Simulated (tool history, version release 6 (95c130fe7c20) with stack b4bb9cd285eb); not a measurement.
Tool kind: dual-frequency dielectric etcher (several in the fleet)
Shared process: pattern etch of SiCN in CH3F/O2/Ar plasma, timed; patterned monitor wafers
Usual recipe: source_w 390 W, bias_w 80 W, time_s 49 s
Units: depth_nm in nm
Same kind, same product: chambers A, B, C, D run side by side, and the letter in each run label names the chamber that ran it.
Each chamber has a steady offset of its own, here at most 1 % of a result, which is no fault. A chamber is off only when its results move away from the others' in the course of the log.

run,day,source_w,bias_w,time_s,"read-back reference wafer on the same gauge, depth_nm",depth_nm
1B,0.175,390,80,49,18.819,18.968
2A,0.362,390,80,49,18.803,18.932
3D,0.475,390,80,49,18.792,18.864
4C,0.588,390,80,49,18.791,18.791
5C,0.688,390,80,49,18.793,18.978
6A,0.846,390,80,49,18.805,18.986
7B,1.062,330,80,39.5,18.803,14.501
8D,1.179,330,80,39.5,18.802,14.341
9D,1.4,330,80,39.5,18.813,14.299
10A,1.612,330,80,39.5,18.809,14.344
11C,1.712,390,80,49,18.799,18.867
12B,1.904,390,67,43.5,18.797,15.775
13B,2.088,390,67,43.5,18.784,15.754
14A,2.262,390,67,43.5,18.788,15.898
15D,2.462,390,67,43.5,18.792,15.577
16C,2.571,390,80,49,18.808,18.929
17B,2.746,390,80,49,18.808,18.992
18C,2.9,390,91,62.5,18.805,25.246
19D,3.071,390,91,62.5,18.802,24.857
20A,3.225,390,91,62.5,18.797,25.427
21B,3.429,390,91,62.5,18.813,25.529
22A,3.6,390,80,49,18.801,18.894
23D,3.717,390,80,49,18.802,18.52
24C,3.817,390,80,49,18.799,18.872
25B,3.929,390,80,49,18.794,18.985
26A,4.046,390,80,49,18.811,18.96
27D,4.225,390,80,49,18.789,18.314
28C,4.362,390,80,49,18.819,18.839
29D,4.542,390,80,49,18.796,18.339
30A,4.754,390,80,49,18.79,18.856
31C,4.904,390,92,38.5,18.793,15.673
32B,5.125,390,92,38.5,18.806,15.892
33C,5.308,390,92,38.5,18.793,15.655

For the next run the whole fleet of 4 chambers uses the same settings. Give each chamber's results:
34A,5.467,390,80,39,,?
34B,5.467,390,80,39,,?
34C,5.467,390,80,39,,?
34D,5.467,390,80,39,,?

run,depth_nm
34A,14.959
34B,15.21
34C,15.02
34D,14.422
